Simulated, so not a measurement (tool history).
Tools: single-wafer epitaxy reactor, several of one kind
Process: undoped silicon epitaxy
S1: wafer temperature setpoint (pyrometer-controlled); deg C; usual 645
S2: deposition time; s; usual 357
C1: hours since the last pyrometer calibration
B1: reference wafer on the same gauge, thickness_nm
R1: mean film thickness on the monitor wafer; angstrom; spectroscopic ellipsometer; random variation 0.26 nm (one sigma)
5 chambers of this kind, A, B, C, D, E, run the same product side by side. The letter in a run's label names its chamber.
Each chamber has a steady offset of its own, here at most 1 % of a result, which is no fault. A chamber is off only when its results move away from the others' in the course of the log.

run 1D hour=5.8 | S1=645 S2=357 | C1=611.9 | B1=45.190 | R1=537.81
run 2E hour=15.5 | S1=645 S2=357 | C1=549.4 | B1=45.198 | R1=532.34
run 3C hour=25.3 | S1=645 S2=357 | C1=1448.3 | B1=45.179 | R1=542.08
run 4B hour=35.0 | S1=645 S2=357 | C1=1032.1 | B1=45.242 | R1=535.24
run 5A hour=41.2 | S1=645 S2=357 | C1=601.0 | B1=45.189 | R1=542.63
run 6E hour=52.3 | S1=645 S2=357 | C1=586.2 | B1=45.147 | R1=528.21
run 7B hour=58.7 | S1=645 S2=357 | C1=1055.8 | B1=45.253 | R1=540.63
run 8D hour=69.5 | S1=645 S2=357 | C1=675.6 | B1=45.169 | R1=530.33
run 9A hour=78.6 | S1=645 S2=357 | C1=638.4 | B1=45.201 | R1=538.35
run 10C hour=86.6 | S1=645 S2=357 | C1=1509.6 | B1=45.221 | R1=539.21
run 11C hour=96.6 | S1=645 S2=357 | C1=1519.6 | B1=45.176 | R1=540.59
run 12A hour=106.8 | S1=659 S2=357 | C1=666.6 | B1=45.236 | R1=726.13
run 13D hour=113.5 | S1=659 S2=357 | C1=719.6 | B1=45.173 | R1=726.56
run 14E hour=119.2 | S1=659 S2=357 | C1=653.1 | B1=45.204 | R1=724.66
run 15B hour=127.4 | S1=659 S2=357 | C1=1124.5 | B1=45.125 | R1=740.86
run 16A hour=137.7 | S1=659 S2=357 | C1=697.5 | B1=45.214 | R1=731.49
run 17D hour=142.6 | S1=659 S2=357 | C1=748.7 | B1=45.194 | R1=724.24
run 18C hour=147.4 | S1=659 S2=357 | C1=1570.4 | B1=45.193 | R1=734.37
run 19E hour=152.7 | S1=659 S2=357 | C1=686.6 | B1=45.222 | R1=724.85
run 20B hour=163.3 | S1=659 S2=357 | C1=1160.4 | B1=45.239 | R1=750.17
run 21B hour=172.8 | S1=659 S2=357 | C1=1169.9 | B1=45.165 | R1=747.56
run 22C hour=180.0 | S1=645 S2=357 | C1=1603.0 | B1=45.226 | R1=538.26
run 23E hour=190.2 | S1=645 S2=357 | C1=724.1 | B1=45.179 | R1=531.16
run 24A hour=199.9 | S1=645 S2=357 | C1=759.7 | B1=45.185 | R1=543.16
run 25D hour=210.3 | S1=634 S2=357 | C1=816.4 | B1=45.209 | R1=415.88
run 26D hour=218.6 | S1=634 S2=357 | C1=824.7 | B1=45.207 | R1=418.30
run 27B hour=225.9 | S1=634 S2=357 | C1=1223.0 | B1=45.258 | R1=438.33
run 28A hour=232.3 | S1=634 S2=357 | C1=792.1 | B1=45.223 | R1=423.35
run 29C hour=237.2 | S1=634 S2=357 | C1=1660.2 | B1=45.246 | R1=421.19
run 30E hour=246.3 | S1=645 S2=357 | C1=780.2 | B1=45.224 | R1=532.02
run 31D hour=253.3 | S1=645 S2=357 | C1=859.4 | B1=45.180 | R1=535.26
run 32B hour=260.3 | S1=645 S2=357 | C1=1257.4 | B1=45.240 | R1=562.03
run 33E hour=271.0 | S1=645 S2=357 | C1=804.9 | B1=45.203 | R1=533.61

All 5 chambers run these settings next. Forecast each chamber's results:
run 34A hour=279.0 | S1=656 S2=357 | R1=?
run 34B hour=279.0 | S1=656 S2=357 | R1=?
run 34C hour=279.0 | S1=656 S2=357 | R1=?
run 34D hour=279.0 | S1=656 S2=357 | R1=?
run 34E hour=279.0 | S1=656 S2=357 | R1=?

run=34A R1=689.02
run=34B R1=715.44
run=34C R1=683.86
run=34D R1=680.65
run=34E R1=680.13
